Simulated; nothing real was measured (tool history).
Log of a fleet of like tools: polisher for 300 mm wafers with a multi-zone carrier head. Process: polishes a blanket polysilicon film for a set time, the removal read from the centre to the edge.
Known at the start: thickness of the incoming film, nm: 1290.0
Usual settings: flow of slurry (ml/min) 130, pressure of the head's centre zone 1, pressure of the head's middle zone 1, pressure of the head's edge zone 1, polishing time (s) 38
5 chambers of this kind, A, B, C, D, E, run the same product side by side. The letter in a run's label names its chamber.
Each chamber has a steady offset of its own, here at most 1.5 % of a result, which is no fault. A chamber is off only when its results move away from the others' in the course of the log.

| run | hour | flow of slurry (ml/min) | pressure of the head's centre zone | pressure of the head's middle zone | pressure of the head's edge zone | polishing time (s) | film removed at the wafer's centre (nm) | film removed at mid-radius (nm) | film removed at the wafer's edge (nm) |
|---|---|---|---|---|---|---|---|---|---|
| 1B | 8.3 | 130 | 1 | 1 | 1 | 38 | 453.54 | 460.98 | 463.26 |
|  | 9.7 | chamber A: centre zone pressure recalibrated |
|  | 13.1 | chamber E: worn pad replaced by a new one |
| 2A | 16.5 | 130 | 1 | 1 | 1 | 38 | 463.64 | 459 | 464.41 |
|  | 25.2 | chamber A: worn pad replaced by a new one |
| 3C | 27.5 | 130 | 1 | 1 | 1 | 38 | 463.68 | 465.67 | 460.62 |
|  | 33.7 | chamber B: worn pad replaced by a new one |
| 4E | 34.6 | 130 | 1 | 1 | 1 | 38 | 454.32 | 464.95 | 455.97 |
| 5D | 49.3 | 130 | 1 | 1 | 1 | 38 | 461.55 | 465.39 | 457.21 |
|  | 54 | chamber C: worn pad replaced by a new one |
| 6D | 57.3 | 130 | 0.94 | 1 | 1 | 38 | 439.9 | 463.85 | 453.46 |
|  | 58.9 | chamber E: centre zone pressure recalibrated |
| 7C | 68.9 | 130 | 0.94 | 1 | 1 | 38 | 429.6 | 466.25 | 465.02 |
|  | 77.2 | chamber D: worn pad replaced by a new one |
| 8E | 78.2 | 130 | 0.94 | 1 | 1 | 38 | 431.07 | 465.32 | 459.21 |
|  | 80.6 | chamber D: slurry nozzle cleaned |
| 9B | 86.9 | 130 | 0.94 | 1 | 1 | 38 | 428.27 | 461.27 | 457.04 |
| 10A | 99.4 | 130 | 0.94 | 1 | 1 | 38 | 428.58 | 468.29 | 463.17 |
|  | 104.8 | chamber E: worn pad replaced by a new one |
|  | 106.4 | chamber A: worn pad replaced by a new one |
| 11C | 108.5 | 130 | 1 | 1 | 1 | 38 | 461.34 | 468.73 | 461.77 |
|  | 109.2 | chamber B: worn pad replaced by a new one |
| 12E | 118.8 | 130 | 1 | 1 | 1 | 38 | 461.93 | 461.83 | 453.9 |
|  | 120.2 | chamber C: worn pad replaced by a new one |
|  | 123.3 | chamber B: centre zone pressure recalibrated |
| 13A | 125.4 | 130 | 1 | 1 | 1 | 38 | 464.65 | 463.08 | 465.35 |
| 14D | 138.9 | 130 | 1 | 1 | 1 | 38 | 456.93 | 460.02 | 463.91 |
|  | 144.8 | chamber C: edge zone pressure recalibrated |
| 15B | 146.4 | 130 | 1 | 1 | 1 | 38 | 463.07 | 458.68 | 460.19 |
| 16B | 153.5 | 130 | 1 | 1 | 1 | 38 | 469.36 | 459.49 | 459.79 |
| 17A | 164.8 | 130 | 1 | 1 | 1 | 38 | 466.25 | 461.09 | 461.84 |
| 18D | 173.8 | 130 | 1 | 1 | 1 | 38 | 462.85 | 468.47 | 455.84 |
|  | 181.6 | chamber A: worn pad replaced by a new one |
| 19C | 182.2 | 130 | 1 | 1 | 1 | 38 | 452.14 | 460.87 | 461.79 |
|  | 185.9 | chamber D: worn pad replaced by a new one |
|  | 188.7 | chamber B: slurry nozzle cleaned |
| 20E | 189.8 | 130 | 1 | 1 | 1 | 38 | 456.21 | 457.93 | 455.92 |
| 21B | 200.4 | 130 | 1 | 1.1 | 1 | 45 | 553.5 | 594.23 | 543.3 |
|  | 202 | chamber E: worn pad replaced by a new one |
|  | 203.8 | chamber B: worn pad replaced by a new one |
|  | 206.8 | chamber C: worn pad replaced by a new one |
| 22E | 214.3 | 130 | 1 | 1.1 | 1 | 45 | 544.82 | 601.57 | 541.73 |
|  | 216.7 | chamber C: slurry nozzle cleaned |
| 23C | 223.4 | 130 | 1 | 1.1 | 1 | 45 | 541.42 | 595.53 | 551.42 |
| 24A | 236.4 | 130 | 1 | 1.1 | 1 | 45 | 545.76 | 593.21 | 547.56 |
| 25D | 243 | 130 | 1 | 1.1 | 1 | 45 | 549.7 | 607.2 | 538.61 |
| 26C | 250.3 | 105 | 1 | 1 | 1 | 38 | 434.74 | 437.81 | 442.64 |
|  | 262.7 | chamber A: worn pad replaced by a new one |
| 27E | 264.3 | 105 | 1 | 1 | 1 | 38 | 427.35 | 441.47 | 439.94 |
| 28A | 278.6 | 105 | 1 | 1 | 1 | 38 | 438.4 | 437.58 | 450.58 |
| 29B | 287.7 | 105 | 1 | 1 | 1 | 38 | 433.43 | 436.92 | 443.52 |
|  | 289.7 | chamber B: worn pad replaced by a new one |
|  | 292.7 | chamber E: slurry nozzle cleaned |
|  | 293.6 | chamber C: worn pad replaced by a new one |
| 30D | 295 | 105 | 1 | 1 | 1 | 38 | 439.88 | 440.96 | 440.72 |
|  | 297.2 | chamber E: worn pad replaced by a new one |
|  | 300.3 | chamber D: worn pad replaced by a new one |
| 31B | 303.2 | 130 | 1 | 1 | 1 | 38 | 462.11 | 462.74 | 458.87 |
| 32E | 309.9 | 130 | 1 | 1 | 1 | 38 | 469.04 | 463.18 | 458.86 |
| 33D | 323.7 | 130 | 1 | 1 | 1 | 38 | 464.43 | 459.19 | 456.92 |
|  | 328.7 | chamber A: worn pad replaced by a new one |
| 34A | 330.7 | 165 | 1 | 0.9 | 1 | 38 | 485.47 | 445.83 | 487.51 |
| 35C | 343.3 | 165 | 1 | 0.9 | 1 | 38 | 476.5 | 438.93 | 473.19 |
| 36C | 349.6 | 165 | 1 | 0.9 | 1 | 38 | 484.96 | 440.97 | 474.51 |
|  | 353.8 | chamber D: centre zone pressure recalibrated |
| 37B | 360.3 | 165 | 1 | 0.9 | 1 | 38 | 482.03 | 444.09 | 469.08 |
| 38A | 371.2 | 165 | 1 | 0.9 | 1 | 38 | 487.06 | 436.47 | 480.3 |
| 39D | 378.3 | 130 | 1 | 1 | 1 | 38 | 460.5 | 458.42 | 458.37 |

Is one chamber off against the others, does the gauge drift, or is nothing wrong? If a chamber is off, say which, and what the likeliest cause is.

No chamber stands off beyond its own small offset, and the gauge holds steady.

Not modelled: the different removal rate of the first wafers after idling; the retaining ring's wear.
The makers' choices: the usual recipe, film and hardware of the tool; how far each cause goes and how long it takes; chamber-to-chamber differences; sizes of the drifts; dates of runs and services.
